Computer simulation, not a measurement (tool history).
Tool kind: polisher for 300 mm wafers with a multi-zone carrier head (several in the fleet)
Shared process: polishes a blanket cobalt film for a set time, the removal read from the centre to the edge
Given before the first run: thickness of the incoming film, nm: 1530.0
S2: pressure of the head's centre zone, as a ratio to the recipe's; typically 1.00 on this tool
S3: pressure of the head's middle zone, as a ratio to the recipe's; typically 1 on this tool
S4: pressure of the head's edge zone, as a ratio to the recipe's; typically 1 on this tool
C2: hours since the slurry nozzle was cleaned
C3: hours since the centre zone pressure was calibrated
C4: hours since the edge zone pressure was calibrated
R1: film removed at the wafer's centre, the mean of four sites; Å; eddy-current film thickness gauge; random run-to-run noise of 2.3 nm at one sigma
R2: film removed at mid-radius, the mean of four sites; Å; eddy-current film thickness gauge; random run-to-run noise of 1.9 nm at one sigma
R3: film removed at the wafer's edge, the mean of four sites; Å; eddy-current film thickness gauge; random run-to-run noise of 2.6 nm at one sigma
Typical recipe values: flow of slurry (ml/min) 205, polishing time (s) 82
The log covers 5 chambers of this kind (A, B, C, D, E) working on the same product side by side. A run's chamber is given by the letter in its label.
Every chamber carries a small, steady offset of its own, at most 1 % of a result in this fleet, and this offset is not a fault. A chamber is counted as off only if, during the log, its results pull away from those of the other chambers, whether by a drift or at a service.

-- day=0.017 chamber D: worn pad replaced by a new one
run 1B day=0.129 | flow_of_slurry_(ml/min)=205 S2=1.00 S3=1 S4=1 polishing_time_(s)=82 | wafers_polished_on_this_pad=325 C2=417.3 C3=479.2 C4=899.5 | R1=2474.7 R2=2487.3 R3=2567.3
run 2C day=0.262 | flow_of_slurry_(ml/min)=205 S2=1.00 S3=1 S4=1 polishing_time_(s)=82 | wafers_polished_on_this_pad=1247 C2=199.0 C3=414.1 C4=954.2 | R1=2540.5 R2=2522.9 R3=2459.8
run 3E day=0.442 | flow_of_slurry_(ml/min)=205 S2=1.00 S3=1 S4=1 polishing_time_(s)=82 | wafers_polished_on_this_pad=576 C2=95.3 C3=261.3 C4=109.7 | R1=2569.3 R2=2572.7 R3=2556.5
run 4A day=0.592 | flow_of_slurry_(ml/min)=205 S2=1.00 S3=1 S4=1 polishing_time_(s)=82 | wafers_polished_on_this_pad=608 C2=591.0 C3=21.2 C4=697.6 | R1=2497.3 R2=2539.8 R3=2551.0
-- day=0.662 chamber E: worn pad replaced by a new one
run 5D day=0.712 | flow_of_slurry_(ml/min)=205 S2=1.00 S3=1 S4=1 polishing_time_(s)=82 | wafers_polished_on_this_pad=108 C2=144.3 C3=38.3 C4=557.2 | R1=2545.1 R2=2553.7 R3=2540.8
run 6C day=0.904 | flow_of_slurry_(ml/min)=205 S2=1.00 S3=1 S4=1 polishing_time_(s)=82 | wafers_polished_on_this_pad=1347 C2=214.4 C3=429.5 C4=969.6 | R1=2524.2 R2=2550.1 R3=2491.8
-- day=0.925 chamber B: edge zone pressure recalibrated
run 7A day=1.096 | flow_of_slurry_(ml/min)=205 S2=1.00 S3=1 S4=1 polishing_time_(s)=82 | wafers_polished_on_this_pad=686 C2=603.1 C3=33.3 C4=709.7 | R1=2524.4 R2=2536.4 R3=2516.4
run 8B day=1.254 | flow_of_slurry_(ml/min)=205 S2=1.00 S3=1 S4=1 polishing_time_(s)=82 | wafers_polished_on_this_pad=499 C2=444.3 C3=506.2 C4=8.0 | R1=2508.9 R2=2524.2 R3=2520.5
run 9D day=1.412 | flow_of_slurry_(ml/min)=205 S2=1.00 S3=1 S4=1 polishing_time_(s)=82 | wafers_polished_on_this_pad=216 C2=161.1 C3=55.1 C4=574.0 | R1=2533.0 R2=2535.0 R3=2475.5
run 10E day=1.542 | flow_of_slurry_(ml/min)=205 S2=1.00 S3=1 S4=1 polishing_time_(s)=82 | wafers_polished_on_this_pad=136 C2=121.7 C3=287.7 C4=136.1 | R1=2519.3 R2=2539.8 R3=2525.3
run 11A day=1.733 | flow_of_slurry_(ml/min)=205 S2=1.00 S3=1 S4=1 polishing_time_(s)=82 | wafers_polished_on_this_pad=785 C2=618.4 C3=48.6 C4=725.0 | R1=2515.8 R2=2515.1 R3=2566.7
-- day=1.808 chamber C: worn pad replaced by a new one
run 12E day=1.904 | flow_of_slurry_(ml/min)=205 S2=1.00 S3=1 S4=1 polishing_time_(s)=82 | wafers_polished_on_this_pad=192 C2=130.4 C3=296.4 C4=144.8 | R1=2539.3 R2=2547.3 R3=2528.6
run 13D day=2.004 | flow_of_slurry_(ml/min)=205 S2=1.00 S3=1 S4=1 polishing_time_(s)=82 | wafers_polished_on_this_pad=308 C2=175.3 C3=69.3 C4=588.2 | R1=2546.2 R2=2544.2 R3=2534.2
run 14C day=2.108 | flow_of_slurry_(ml/min)=205 S2=1.00 S3=1 S4=1 polishing_time_(s)=82 | wafers_polished_on_this_pad=46 C2=243.3 C3=458.4 C4=998.5 | R1=2477.1 R2=2513.8 R3=2513.4
run 15B day=2.221 | flow_of_slurry_(ml/min)=205 S2=1.00 S3=1 S4=1 polishing_time_(s)=82 | wafers_polished_on_this_pad=649 C2=467.5 C3=529.4 C4=31.2 | R1=2520.4 R2=2532.0 R3=2502.3
run 16D day=2.362 | flow_of_slurry_(ml/min)=205 S2=1.00 S3=1 S4=1 polishing_time_(s)=82 | wafers_polished_on_this_pad=363 C2=183.9 C3=77.9 C4=596.8 | R1=2521.1 R2=2576.3 R3=2529.6
run 17A day=2.521 | flow_of_slurry_(ml/min)=205 S2=1.00 S3=1 S4=1 polishing_time_(s)=82 | wafers_polished_on_this_pad=907 C2=637.3 C3=67.5 C4=743.9 | R1=2503.6 R2=2539.6 R3=2575.8
run 18E day=2.646 | flow_of_slurry_(ml/min)=205 S2=1.00 S3=1 S4=1 polishing_time_(s)=82 | wafers_polished_on_this_pad=307 C2=148.2 C3=314.2 C4=162.6 | R1=2501.6 R2=2538.7 R3=2560.3
run 19B day=2.804 | flow_of_slurry_(ml/min)=205 S2=1.00 S3=1 S4=1 polishing_time_(s)=82 | wafers_polished_on_this_pad=739 C2=481.5 C3=543.4 C4=45.2 | R1=2501.2 R2=2567.6 R3=2507.6
run 20C day=3.008 | flow_of_slurry_(ml/min)=205 S2=1.00 S3=1 S4=1 polishing_time_(s)=82 | wafers_polished_on_this_pad=186 C2=264.9 C3=480.0 C4=1020.1 | R1=2530.1 R2=2546.8 R3=2536.1
run 21B day=3.158 | flow_of_slurry_(ml/min)=205 S2=1.00 S3=1 S4=1 polishing_time_(s)=82 | wafers_polished_on_this_pad=794 C2=490.0 C3=551.9 C4=53.7 | R1=2472.5 R2=2495.7 R3=2578.6
run 22D day=3.346 | flow_of_slurry_(ml/min)=140 S2=1.04 S3=1 S4=1 polishing_time_(s)=82 | wafers_polished_on_this_pad=516 C2=207.5 C3=101.5 C4=620.4 | R1=2442.6 R2=2370.6 R3=2377.6
run 23C day=3.483 | flow_of_slurry_(ml/min)=140 S2=1.04 S3=1 S4=1 polishing_time_(s)=82 | wafers_polished_on_this_pad=260 C2=276.3 C3=491.4 C4=1031.5 | R1=2429.3 R2=2372.8 R3=2429.9
-- day=3.604 chamber A: worn pad replaced by a new one
run 24A day=3.604 | flow_of_slurry_(ml/min)=140 S2=1.04 S3=1 S4=1 polishing_time_(s)=82 | wafers_polished_on_this_pad=0 C2=663.3 C3=93.5 C4=769.9 | R1=2460.9 R2=2365.4 R3=2407.9
run 25E day=3.788 | flow_of_slurry_(ml/min)=140 S2=1.04 S3=1 S4=1 polishing_time_(s)=82 | wafers_polished_on_this_pad=484 C2=175.6 C3=341.6 C4=190.0 | R1=2473.9 R2=2361.6 R3=2446.3
run 26C day=3.900 | flow_of_slurry_(ml/min)=140 S2=1.04 S3=1 S4=1 polishing_time_(s)=82 | wafers_polished_on_this_pad=324 C2=286.3 C3=501.4 C4=1041.5 | R1=2429.0 R2=2360.2 R3=2420.3
run 27D day=4.083 | flow_of_slurry_(ml/min)=205 S2=1.00 S3=1 S4=1 polishing_time_(s)=82 | wafers_polished_on_this_pad=630 C2=225.2 C3=119.2 C4=638.1 | R1=2537.5 R2=2544.2 R3=2545.4
run 28A day=4.192 | flow_of_slurry_(ml/min)=205 S2=1.00 S3=1 S4=1 polishing_time_(s)=82 | wafers_polished_on_this_pad=91 C2=677.4 C3=107.6 C4=784.0 | R1=2528.4 R2=2554.9 R3=2555.5
-- day=4.229 chamber B: centre zone pressure recalibrated
run 29E day=4.396 | flow_of_slurry_(ml/min)=205 S2=1.00 S3=1 S4=1 polishing_time_(s)=82 | wafers_polished_on_this_pad=578 C2=190.2 C3=356.2 C4=204.6 | R1=2525.4 R2=2515.7 R3=2577.6
run 30B day=4.512 | flow_of_slurry_(ml/min)=205 S2=1.00 S3=1 S4=1 polishing_time_(s)=82 | wafers_polished_on_this_pad=1004 C2=522.5 C3=6.8 C4=86.2 | R1=2342.2 R2=2510.3 R3=2516.5
run 31C day=4.633 | flow_of_slurry_(ml/min)=205 S2=1.00 S3=1 S4=1 polishing_time_(s)=82 | wafers_polished_on_this_pad=438 C2=303.9 C3=519.0 C4=1059.1 | R1=2509.3 R2=2527.9 R3=2522.7
run 32B day=4.729 | flow_of_slurry_(ml/min)=205 S2=1.00 S3=1 S4=1 polishing_time_(s)=82 | wafers_polished_on_this_pad=1037 C2=527.7 C3=12.0 C4=91.4 | R1=2352.8 R2=2502.5 R3=2492.4
run 33E day=4.929 | flow_of_slurry_(ml/min)=205 S2=1.00 S3=1 S4=1 polishing_time_(s)=82 | wafers_polished_on_this_pad=661 C2=203.0 C3=369.0 C4=217.4 | R1=2545.2 R2=2502.2 R3=2535.9
run 34A day=5.121 | flow_of_slurry_(ml/min)=205 S2=1.00 S3=1 S4=1 polishing_time_(s)=82 | wafers_polished_on_this_pad=235 C2=699.7 C3=129.9 C4=806.3 | R1=2539.0 R2=2549.1 R3=2579.9
run 35D day=5.225 | flow_of_slurry_(ml/min)=205 S2=1.00 S3=1 S4=1 polishing_time_(s)=82 | wafers_polished_on_this_pad=807 C2=252.6 C3=146.6 C4=665.5 | R1=2546.3 R2=2526.4 R3=2496.9
-- day=5.233 chamber E: worn pad replaced by a new one
run 36E day=5.400 | flow_of_slurry_(ml/min)=205 S2=1.00 S3=1 S4=1 polishing_time_(s)=82 | wafers_polished_on_this_pad=26 C2=214.3 C3=380.3 C4=228.7 | R1=2561.8 R2=2547.7 R3=2508.4
-- day=5.408 chamber E: slurry nozzle cleaned
run 37A day=5.529 | flow_of_slurry_(ml/min)=205 S2=1.00 S3=1 S4=1 polishing_time_(s)=82 | wafers_polished_on_this_pad=298 C2=709.5 C3=139.7 C4=816.1 | R1=2523.3 R2=2567.8 R3=2521.1
run 38B day=5.671 | flow_of_slurry_(ml/min)=205 S2=1.00 S3=1 S4=1 polishing_time_(s)=82 | wafers_polished_on_this_pad=1183 C2=550.3 C3=34.6 C4=114.0 | R1=2333.9 R2=2520.2 R3=2476.3
run 39D day=5.850 | flow_of_slurry_(ml/min)=205 S2=1.00 S3=1 S4=1 polishing_time_(s)=82 | wafers_polished_on_this_pad=904 C2=267.6 C3=161.6 C4=680.5 | R1=2603.4 R2=2535.7 R3=2554.3
run 40C day=6.038 | flow_of_slurry_(ml/min)=205 S2=1.00 S3=1 S4=1 polishing_time_(s)=82 | wafers_polished_on_this_pad=655 C2=337.6 C3=552.7 C4=1092.8 | R1=2521.7 R2=2501.5 R3=2564.0
run 41D day=6.225 | flow_of_slurry_(ml/min)=205 S2=1.00 S3=1 S4=1 polishing_time_(s)=82 | wafers_polished_on_this_pad=962 C2=276.6 C3=170.6 C4=689.5 | R1=2598.1 R2=2551.8 R3=2503.9
-- day=6.242 chamber B: worn pad replaced by a new one
run 42E day=6.396 | flow_of_slurry_(ml/min)=205 S2=1.00 S3=1 S4=1 polishing_time_(s)=82 | wafers_polished_on_this_pad=180 C2=23.8 C3=404.2 C4=252.6 | R1=2549.0 R2=2530.0 R3=2559.3
run 43B day=6.517 | flow_of_slurry_(ml/min)=205 S2=1.00 S3=1 S4=1 polishing_time_(s)=82 | wafers_polished_on_this_pad=42 C2=570.6 C3=54.9 C4=134.3 | R1=2339.1 R2=2534.7 R3=2498.5
run 44C day=6.679 | flow_of_slurry_(ml/min)=205 S2=1.00 S3=1 S4=1 polishing_time_(s)=82 | wafers_polished_on_this_pad=755 C2=353.0 C3=568.1 C4=1108.2 | R1=2554.8 R2=2555.9 R3=2531.6

All 5 chambers run these settings next. Forecast each chamber's results:
run 45A day=6.829 | flow_of_slurry_(ml/min)=205 S2=1.00 S3=1 S4=1 polishing_time_(s)=70 | R1=? R2=? R3=?
run 45B day=6.829 | flow_of_slurry_(ml/min)=205 S2=1.00 S3=1 S4=1 polishing_time_(s)=70 | R1=? R2=? R3=?
run 45C day=6.829 | flow_of_slurry_(ml/min)=205 S2=1.00 S3=1 S4=1 polishing_time_(s)=70 | R1=? R2=? R3=?
run 45D day=6.829 | flow_of_slurry_(ml/min)=205 S2=1.00 S3=1 S4=1 polishing_time_(s)=70 | R1=? R2=? R3=?
run 45E day=6.829 | flow_of_slurry_(ml/min)=205 S2=1.00 S3=1 S4=1 polishing_time_(s)=70 | R1=? R2=? R3=?

run=45A R1=2148.5 R2=2176.9 R3=2185.5
run=45B R1=1971.8 R2=2166.2 R3=2176.6
run=45C R1=2152.0 R2=2169.6 R3=2159.8
run=45D R1=2168.3 R2=2158.6 R3=2150.9
run=45E R1=2167.7 R2=2158.8 R3=2173.4

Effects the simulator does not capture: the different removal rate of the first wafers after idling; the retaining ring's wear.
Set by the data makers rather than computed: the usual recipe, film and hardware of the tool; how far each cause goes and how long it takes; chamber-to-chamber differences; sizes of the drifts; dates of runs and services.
